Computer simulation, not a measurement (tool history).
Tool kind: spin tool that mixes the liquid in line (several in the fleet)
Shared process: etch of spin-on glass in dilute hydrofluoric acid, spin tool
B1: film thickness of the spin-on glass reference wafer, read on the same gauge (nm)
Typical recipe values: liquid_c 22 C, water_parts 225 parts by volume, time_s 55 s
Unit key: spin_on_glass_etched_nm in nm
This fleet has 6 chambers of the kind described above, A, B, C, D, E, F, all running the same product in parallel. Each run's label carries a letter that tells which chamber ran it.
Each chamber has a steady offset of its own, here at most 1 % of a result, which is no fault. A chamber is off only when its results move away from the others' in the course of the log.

Run 1A, day 0.217: usual settings; B1 39.98. Result: spin_on_glass_etched_nm 7.1577 nm.
At day 0.367: chamber B: thermometer replaced.
Run 2B, day 0.408: usual settings; B1 40.008. Result: spin_on_glass_etched_nm 7.1531 nm.
Run 3F, day 0.538: usual settings; B1 39.999. Result: spin_on_glass_etched_nm 7.0675 nm.
Run 4E, day 0.721: usual settings; B1 40.022. Result: spin_on_glass_etched_nm 7.0827 nm.
Run 5C, day 0.954: usual settings; B1 40.003. Result: spin_on_glass_etched_nm 7.1366 nm.
Run 6D, day 1.188: usual settings; B1 39.982. Result: spin_on_glass_etched_nm 7.0999 nm.
Run 7D, day 1.312: usual settings; B1 40.041. Result: spin_on_glass_etched_nm 7.043 nm.
Run 8E, day 1.483: usual settings; B1 40.056. Result: spin_on_glass_etched_nm 6.9542 nm.
Run 9C, day 1.688: usual settings; B1 40.009. Result: spin_on_glass_etched_nm 7.0928 nm.
Run 10F, day 1.95: usual settings but water_parts 330 parts by volume; B1 40.038. Result: spin_on_glass_etched_nm 4.4347 nm.
Run 11A, day 2.192: usual settings but water_parts 330 parts by volume; B1 39.976. Result: spin_on_glass_etched_nm 4.3627 nm.
At day 2.196: chamber D: hydrofluoric acid flow meter replaced.
Run 12B, day 2.429: usual settings but water_parts 330 parts by volume; B1 40.005. Result: spin_on_glass_etched_nm 4.3209 nm.
Run 13C, day 2.567: usual settings but water_parts 330 parts by volume; B1 40.017. Result: spin_on_glass_etched_nm 4.3667 nm.
Run 14A, day 2.804: usual settings but water_parts 330 parts by volume; B1 40.012. Result: spin_on_glass_etched_nm 4.3264 nm.
Run 15D, day 2.996: usual settings but water_parts 330 parts by volume; B1 39.999. Result: spin_on_glass_etched_nm 4.4249 nm.
Run 16E, day 3.212: usual settings; B1 40.007. Result: spin_on_glass_etched_nm 7.0295 nm.
Run 17F, day 3.338: usual settings; B1 39.986. Result: spin_on_glass_etched_nm 7.0816 nm.
Run 18B, day 3.517: usual settings; B1 40.018. Result: spin_on_glass_etched_nm 7.0887 nm.
Run 19B, day 3.708: usual settings; B1 39.962. Result: spin_on_glass_etched_nm 7.1126 nm.
Run 20F, day 3.888: usual settings; B1 39.98. Result: spin_on_glass_etched_nm 7.1223 nm.
Run 21C, day 4.05: usual settings; B1 39.991. Result: spin_on_glass_etched_nm 7.3081 nm.
Run 22E, day 4.325: usual settings; B1 40.01. Result: spin_on_glass_etched_nm 7.0288 nm.
Run 23D, day 4.558: usual settings; B1 40.008. Result: spin_on_glass_etched_nm 7.1058 nm.
Run 24A, day 4.817: usual settings but liquid_c 26.5 C, time_s 70 s; B1 40.011. Result: spin_on_glass_etched_nm 10.714 nm.
Run 25B, day 5.008: usual settings but liquid_c 26.5 C, time_s 70 s; B1 40. Result: spin_on_glass_etched_nm 10.566 nm.
Run 26E, day 5.179: usual settings but liquid_c 26.5 C, time_s 70 s; B1 40.013. Result: spin_on_glass_etched_nm 10.507 nm.
Run 27F, day 5.4: usual settings but liquid_c 26.5 C, time_s 70 s; B1 40.015. Result: spin_on_glass_etched_nm 10.741 nm.
Run 28D, day 5.571: usual settings but liquid_c 26.5 C, time_s 70 s; B1 39.984. Result: spin_on_glass_etched_nm 10.603 nm.
Run 29C, day 5.7: usual settings but liquid_c 26.5 C, time_s 70 s; B1 39.962. Result: spin_on_glass_etched_nm 11.224 nm.
Run 30A, day 5.875: usual settings; B1 40.007. Result: spin_on_glass_etched_nm 7.1632 nm.
Run 31F, day 6.133: usual settings; B1 40.026. Result: spin_on_glass_etched_nm 7.0355 nm.
Run 32A, day 6.275: usual settings; B1 40.005. Result: spin_on_glass_etched_nm 7.1043 nm.
Run 33B, day 6.488: usual settings; B1 39.975. Result: spin_on_glass_etched_nm 7.0708 nm.
Run 34E, day 6.692: usual settings; B1 40.023. Result: spin_on_glass_etched_nm 7.0761 nm.
Run 35D, day 6.867: usual settings; B1 40.024. Result: spin_on_glass_etched_nm 7.1455 nm.
Run 36C, day 7.058: usual settings; B1 40.002. Result: spin_on_glass_etched_nm 7.5441 nm.
Run 37B, day 7.217: usual settings; B1 39.945. Result: spin_on_glass_etched_nm 7.0572 nm.
Run 38A, day 7.433: usual settings; B1 39.959. Result: spin_on_glass_etched_nm 7.1027 nm.
Run 39D, day 7.688: usual settings but time_s 80 s; B1 40.011. Result: spin_on_glass_etched_nm 10.386 nm.
Run 40E, day 7.933: usual settings but time_s 80 s; B1 39.988. Result: spin_on_glass_etched_nm 10.174 nm.

Decide between three cases: one chamber stands off from its peers, the gauge reading all wafers drifts, or nothing is wrong past each chamber's small offset. Where a chamber is off, say which and what most likely put it there.

It is chamber C that slowly wanders off from its peers.
Likeliest cause: hydrofluoric acid flow above the setpoint (%) = 6.13.
Not necessarily distinguishable in this log from: liquid hotter than its thermometer reads (K).

Here are 4 candidates for chamber C's next run, each the usual settings with a change, their results left as question marks. Which one brings its results back in line with what the others give on the usual settings?
To be in line, a result may differ from the other chambers' mean on the usual settings by at most: spin_on_glass_etched_nm 0.17 nm
Run 41C-1, day 8.133: usual settings but water_parts 210 parts by volume. Result: spin_on_glass_etched_nm ?.
Run 41C-2, day 8.133: usual settings but liquid_c 20 C. Result: spin_on_glass_etched_nm ?.
Run 41C-3, day 8.133: usual settings but liquid_c 18 C. Result: spin_on_glass_etched_nm ?.
Run 41C-4, day 8.133: usual settings but water_parts 210 parts by volume, time_s 60 s. Result: spin_on_glass_etched_nm ?.

Average result of the remaining chambers running the usual settings: spin_on_glass_etched_nm 7.09 nm
  run  spin_on_glass_etched_nm
41C-1                   8.2972
41C-2                   7.0727
41C-3                   6.5398
41C-4                   9.0515
41C-2 is the one that brings the chamber's results back in line with the other chambers.
